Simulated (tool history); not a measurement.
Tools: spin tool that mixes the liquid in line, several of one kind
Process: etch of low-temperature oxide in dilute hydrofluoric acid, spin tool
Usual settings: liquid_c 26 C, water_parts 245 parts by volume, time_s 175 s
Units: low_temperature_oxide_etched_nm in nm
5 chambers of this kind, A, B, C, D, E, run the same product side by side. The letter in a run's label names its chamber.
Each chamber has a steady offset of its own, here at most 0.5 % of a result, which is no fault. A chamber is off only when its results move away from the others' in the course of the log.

run	hour	liquid_c	water_parts	time_s	hours since the thermometer was replaced	hours since the hydrofluoric acid flow meter was replaced	read-back film thickness of the low-temperature oxide reference wafer, read on the same gauge (nm)	low_temperature_oxide_etched_nm
1B	4.6	26	245	175	1011.4	1162.8	80.001	10.7300
2C	8.9	26	245	175	2308.4	488.9	80.011	10.6930
3E	16.9	26	245	175	1933.2	204.8	80.026	10.5330
4A	25.8	26	245	175	51.9	1658.9	80.002	10.5770
5D	34.4	26	245	175	1250.8	1042.0	79.980	10.6940
6A	42.1	26	245	175	68.2	1675.2	80.035	10.4880
7C	48.5	26	245	175	2348.0	528.5	80.014	10.6930
8B	53.3	26	245	220	1060.1	1211.5	79.984	13.1640
9D	57.9	26	245	220	1274.3	1065.5	80.003	13.2800
10E	63.6	26	245	220	1979.9	251.5	80.016	13.1890
11D	68.8	26	245	220	1285.2	1076.4	80.035	13.3280
12B	74.5	26	245	220	1081.3	1232.7	79.966	13.3880
13E	82.3	26	245	175	1998.6	270.2	79.998	10.6030
14A	88.2	26	245	175	114.3	1721.3	80.000	10.5980
15C	94.0	26	245	175	2393.5	574.0	80.019	10.6250
16D	101.0	26	245	175	1317.4	1108.6	80.044	10.7050
17A	110.3	26	245	175	136.4	1743.4	79.972	10.5640
18E	114.9	26	245	175	2031.2	302.8	80.005	10.5590
19C	119.3	26	245	175	2418.8	599.3	80.040	10.6450
20B	125.9	26	245	175	1132.7	1284.1	79.982	10.6070
21C	135.3	26	245	175	2434.8	615.3	80.022	10.6650
22A	141.4	26	245	175	167.5	1774.5	80.028	10.7380
23E	150.3	26	245	175	2066.6	338.2	79.986	10.5170
24B	159.7	26	245	175	1166.5	1317.9	79.990	10.5810
25D	165.6	26	245	175	1382.0	1173.2	80.027	11.0490
26C	174.2	26	245	175	2473.7	654.2	80.026	10.6890
# hour 176.5: chamber B: thermometer replaced
27A	183.2	26	245	175	209.3	1816.3	79.979	10.5960
28B	187.9	26	245	175	11.4	1346.1	79.968	10.5350
29E	192.8	26	245	175	2109.1	380.7	80.031	10.5710
30D	199.8	26	245	175	1416.2	1207.4	79.993	11.1080
31D	208.3	26	245	175	1424.7	1215.9	79.975	11.1970
32A	213.9	26	245	175	240.0	1847.0	79.982	10.5840

All 5 chambers run these settings next. Forecast each chamber's results:
33A	220.7	26	245	85				?
33B	220.7	26	245	85				?
33C	220.7	26	245	85				?
33D	220.7	26	245	85				?
33E	220.7	26	245	85				?

run	low_temperature_oxide_etched_nm
33A	5.1662
33B	5.1209
33C	5.1544
33D	5.4112
33E	5.1719
